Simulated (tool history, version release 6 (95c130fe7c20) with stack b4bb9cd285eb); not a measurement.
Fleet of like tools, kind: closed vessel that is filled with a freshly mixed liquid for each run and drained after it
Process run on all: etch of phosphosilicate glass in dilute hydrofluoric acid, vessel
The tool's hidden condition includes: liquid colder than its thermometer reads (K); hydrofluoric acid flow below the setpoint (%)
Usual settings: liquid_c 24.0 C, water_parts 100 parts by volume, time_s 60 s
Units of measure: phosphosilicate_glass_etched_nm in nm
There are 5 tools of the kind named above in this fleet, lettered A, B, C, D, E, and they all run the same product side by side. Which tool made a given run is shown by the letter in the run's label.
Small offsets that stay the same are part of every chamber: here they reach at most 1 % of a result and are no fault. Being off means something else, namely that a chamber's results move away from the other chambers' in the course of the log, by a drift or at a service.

run   hour  liquid_c  water_parts  time_s  hours since the thermometer was replaced  hours since the hydrofluoric acid flow meter was replaced  read-back film thickness of the phosphosilicate glass reference wafer, read on the same gauge (nm)  phosphosilicate_glass_etched_nm
 1E   10.2      24.0          100      60                                    2113.1                                                      295.5                                                                                              120.02                           36.798
 2C   17.9      24.0          100      60                                    2351.5                                                     1072.4                                                                                              120.00                           36.949
 3B   25.7      24.0          100      60                                    1824.2                                                       56.3                                                                                              119.99                           37.340
 4A   33.5      24.0          100      60                                    1723.1                                                      396.7                                                                                              119.99                           36.657
 5D   41.4      24.0          100      60                                    1735.3                                                      556.7                                                                                              120.00                           36.754
 6E   50.0      24.0          100      60                                    2152.9                                                      335.3                                                                                              120.03                           36.154
 7A   56.7      24.0          100      60                                    1746.3                                                      419.9                                                                                              120.02                           36.547
 8B   62.6      24.0          100      60                                    1861.1                                                       93.2                                                                                              119.98                           37.351
 9C   68.2      24.0          100      60                                    2401.8                                                     1122.7                                                                                              120.00                           36.963
10D   74.2      24.0          100      60                                    1768.1                                                      589.5                                                                                              120.00                           36.574
11B   84.0      24.0          100      60                                    1882.5                                                      114.6                                                                                              119.97                           37.269
12C   89.7      24.0          100      60                                    2423.3                                                     1144.2                                                                                              120.01                           37.246
13D   97.2      24.0          100      60                                    1791.1                                                      612.5                                                                                              119.95                           36.690
14A  105.7      22.0          100      80                                    1795.3                                                      468.9                                                                                              120.01                           45.649
15E  110.7      22.0          100      80                                    2213.6                                                      396.0                                                                                              120.00                           43.730
16D  116.0      22.0          100      80                                    1809.9                                                      631.3                                                                                              120.02                           45.593
17C  123.8      22.0          100      80                                    2457.4                                                     1178.3                                                                                              120.01                           45.378
18A  130.7      22.0          100      80                                    1820.3                                                      493.9                                                                                              120.02                           45.105
19B  140.1      24.0          100      60                                    1938.6                                                      170.7                                                                                              120.03                           37.042
20E  148.8      24.0          100      60                                    2251.7                                                      434.1                                                                                              120.04                           35.303
21D  157.1      24.0          135      60                                    1851.0                                                      672.4                                                                                              119.97                           25.739
     160.4  -- chamber D: thermometer replaced
22C  167.4      24.0          135      60                                    2501.0                                                     1221.9                                                                                              119.96                           26.529
23E  176.7      24.0          135      60                                    2279.6                                                      462.0                                                                                              119.98                           24.911
24A  184.7      24.0          135      60                                    1874.3                                                      547.9                                                                                              120.00                           26.344
     193.6  -- chamber D: hydrofluoric acid flow meter replaced
25B  195.0      24.0          135      60                                    1993.5                                                      225.6                                                                                              120.04                           26.240
26A  202.2      24.0          100      60                                    1891.8                                                      565.4                                                                                              120.06                           37.334
     206.6  -- chamber A: thermometer replaced
27C  207.5      24.0          100      35                                    2541.1                                                     1262.0                                                                                              120.04                           21.640
28B  215.2      24.0          100      35                                    2013.7                                                      245.8                                                                                              120.00                           21.541
29D  224.5      24.0          100      35                                      64.1                                                       31.0                                                                                              120.04                           21.361
30E  231.6      24.0          100      35                                    2334.5                                                      516.9                                                                                              119.97                           19.992
31E  241.0      24.0          100      35                                    2343.9                                                      526.3                                                                                              119.99                           19.816
32C  251.3      24.0          100      60                                    2584.9                                                     1305.8                                                                                              120.00                           37.398
33D  257.6      24.0          100      60                                      97.2                                                       64.1                                                                                              119.97                           37.029
34B  267.9      21.5          100      60                                    2066.4                                                      298.5                                                                                              120.04                           33.308
35A  276.1      21.5          100      60                                      69.5                                                      639.3                                                                                              120.00                           33.762
36B  281.0      21.5          100      60                                    2079.5                                                      311.6                                                                                              120.04                           33.262
37D  288.1      21.5          100      60                                     127.7                                                       94.6                                                                                              120.02                           33.578

Which is it: a chamber that has drifted or been left off by a service, a gauge drift common to all chambers, or only each chamber's usual small offset? If a chamber is off, name it and its likeliest cause.

One chamber, E, drifts off from the rest bit by bit.
Likeliest cause: hydrofluoric acid flow below the setpoint (%) = 8.1.
The log might look much the same if the cause were instead: liquid colder than its thermometer reads (K).

Which of the 4 candidates below, each the usual settings with something changed and its results left as question marks, puts chamber E back in line with what the other chambers give on the usual settings?
Maximum distance from the other chambers' mean on the usual settings for a result to count as in line: phosphosilicate_glass_etched_nm 0.870 nm
38E-1  295.6      24.0           90      65                                                                                                                                                                                                                                         ?
38E-2  295.6      26.5          100      60                                                                                                                                                                                                                                         ?
38E-3  295.6      23.5          100      55                                                                                                                                                                                                                                         ?
38E-4  295.6      23.5          100      50                                                                                                                                                                                                                                         ?

What the other chambers average on the usual settings: phosphosilicate_glass_etched_nm 37.001 nm
  run  phosphosilicate_glass_etched_nm
38E-1                           40.927
38E-2                           37.050
38E-3                           30.211
38E-4                           27.465
With 38E-2, the chamber falls back in line with the rest.

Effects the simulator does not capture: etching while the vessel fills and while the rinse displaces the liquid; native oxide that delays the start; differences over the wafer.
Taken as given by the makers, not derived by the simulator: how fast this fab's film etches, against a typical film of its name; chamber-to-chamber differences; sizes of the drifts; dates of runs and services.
